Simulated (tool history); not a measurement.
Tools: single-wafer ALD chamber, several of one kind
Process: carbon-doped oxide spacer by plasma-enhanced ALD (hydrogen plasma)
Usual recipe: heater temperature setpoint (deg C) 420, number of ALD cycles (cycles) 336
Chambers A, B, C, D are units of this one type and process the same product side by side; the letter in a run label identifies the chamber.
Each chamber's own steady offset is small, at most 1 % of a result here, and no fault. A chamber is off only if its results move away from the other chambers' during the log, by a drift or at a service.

run,hour,heater temperature setpoint (deg C),number of ALD cycles (cycles),hours since the last thermocouple change,"read-back reference wafer on the same gauge, thickness_nm",mean film thickness on the monitor wafer (angstrom)
1D,8.4,420,336,218.7,16.804,159.47
2C,17.6,420,336,589.5,16.805,157.04
3B,26.1,420,336,893.9,16.806,158.87
4A,32.7,420,336,3397.2,16.807,158.24
5A,47.4,420,336,3411.9,16.817,159.01
6D,56.6,420,336,266.9,16.814,159.53
# hour 61.6: chamber A: thermocouple changed; heater temperature recalibrated
7B,69.7,420,336,937.5,16.816,159.85
8C,80.4,420,336,652.3,16.823,157.44
9D,87.7,420,336,298.0,16.824,159.49
10C,101.0,420,336,672.9,16.822,157.38
11B,112.6,420,336,980.4,16.828,159.91
12A,125.1,420,336,63.6,16.824,159.31
13D,133.6,420,336,343.9,16.835,159.29
14C,142.4,420,336,714.3,16.835,156.95
15B,155.5,420,336,1023.3,16.833,159.47
16A,166.9,420,336,105.4,16.844,159.02
17C,177.6,420,336,749.5,16.846,157.53
18D,187.9,420,336,398.2,16.850,159.29
19A,195.4,420,336,133.9,16.846,159.14
20B,207.0,420,336,1074.8,16.847,159.63
21A,221.7,420,336,160.2,16.857,159.50
22B,236.4,414,336,1104.2,16.863,163.52
23C,244.1,414,336,816.0,16.869,160.81
24D,258.6,414,336,468.9,16.862,162.92
25C,272.8,414,336,844.7,16.865,160.68
26B,287.7,420,336,1155.5,16.874,160.47
27D,296.2,420,336,506.5,16.874,159.52
28A,303.1,420,336,241.6,16.874,159.32
29A,317.8,420,336,256.3,16.876,159.66
30B,326.5,420,336,1194.3,16.880,159.97

Is one chamber out of step, is the gauge drifting, or do the chambers differ by no more than their own small offsets? For an off chamber, give its letter and the likeliest cause.

Every chamber seems to shift together because the gauge that measures them all drifts; the chambers themselves are fine.
Most likely cause: gauge reads high (%) = 0.497.
